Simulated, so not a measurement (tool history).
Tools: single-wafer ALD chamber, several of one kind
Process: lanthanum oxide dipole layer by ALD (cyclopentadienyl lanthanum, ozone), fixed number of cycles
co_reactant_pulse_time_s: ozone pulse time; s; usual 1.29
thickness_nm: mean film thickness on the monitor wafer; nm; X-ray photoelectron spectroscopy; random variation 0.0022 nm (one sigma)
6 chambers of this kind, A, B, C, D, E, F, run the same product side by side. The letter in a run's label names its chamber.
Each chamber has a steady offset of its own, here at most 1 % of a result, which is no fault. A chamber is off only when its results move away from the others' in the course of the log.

run,hour,co_reactant_pulse_time_s,"read-back reference wafer on the same gauge, thickness_nm",thickness_nm
1A,5.5,1.29,0.46084,0.53544
2E,11.1,1.29,0.46102,0.53667
3B,19.1,1.29,0.46108,0.53653
4C,26.1,1.29,0.46105,0.53474
5F,35.1,1.29,0.46097,0.53958
6D,41.1,1.29,0.46092,0.53368
7A,49.8,1.29,0.46094,0.53631
8B,56.6,1.29,0.46120,0.53580
9F,63.9,1.29,0.46041,0.53463
10D,68.9,1.29,0.46075,0.53119
11C,73.3,1.29,0.46111,0.53404
12E,81.1,1.29,0.46123,0.53324
13A,85.7,1.29,0.46123,0.53479
14F,91.7,1.29,0.46106,0.53664
15D,100.1,1.29,0.46093,0.53419
16E,108.5,1.29,0.46110,0.52944
17C,116.1,0.95,0.46106,0.49099
# hour 116.6: chamber E: thermocouple changed; heater temperature recalibrated
18B,122.7,0.95,0.46123,0.49266
19E,128.5,0.95,0.46138,0.48723
20C,133.3,0.95,0.46122,0.48773
21D,139.7,0.95,0.46089,0.49544
# hour 145.1: chamber D: ozone generator serviced
22F,147.5,0.95,0.46070,0.49163
23A,151.6,1.29,0.46040,0.52938
24B,157.4,1.29,0.46086,0.53754
25F,165.1,1.29,0.46127,0.53671
26A,170.4,0.92,0.46099,0.47466
27E,178.4,0.92,0.46114,0.48911
28B,184.1,0.92,0.46135,0.48922
29C,189.0,0.92,0.46102,0.48082
30D,194.1,0.92,0.46061,0.48758
31E,199.8,0.92,0.46116,0.48428
32D,205.7,1.64,0.46080,0.55572
33A,211.9,1.64,0.46125,0.55137
34F,216.8,1.64,0.46089,0.55475
35B,224.4,1.64,0.46102,0.56001
36C,229.4,1.64,0.46073,0.55544
37F,236.3,1.64,0.46109,0.55700

Is one chamber off against the others, does the gauge drift, or is nothing wrong? If a chamber is off, say which, and what the likeliest cause is.

Chamber A drifts away from the others.
Cause: ozone dose below that of a generator just serviced (%) = 13.3.

Here are 4 candidates for chamber A's next run, each the usual settings with a change, their results left as question marks. Which one brings its results back in line with what the others give on the usual settings?
In line means no further than this from the other chambers' mean on the usual settings: thickness_nm 0.00770 nm
38A-1,242.7,1.43,,?
38A-2,242.7,1.08,,?
38A-3,242.7,1.15,,?
38A-4,242.7,1.67,,?

The other chambers' mean on the usual settings: thickness_nm 0.53430 nm
run,thickness_nm
38A-1,0.53307
38A-2,0.49257
38A-3,0.50274
38A-4,0.54962
38A-1 brings the chamber back in line.

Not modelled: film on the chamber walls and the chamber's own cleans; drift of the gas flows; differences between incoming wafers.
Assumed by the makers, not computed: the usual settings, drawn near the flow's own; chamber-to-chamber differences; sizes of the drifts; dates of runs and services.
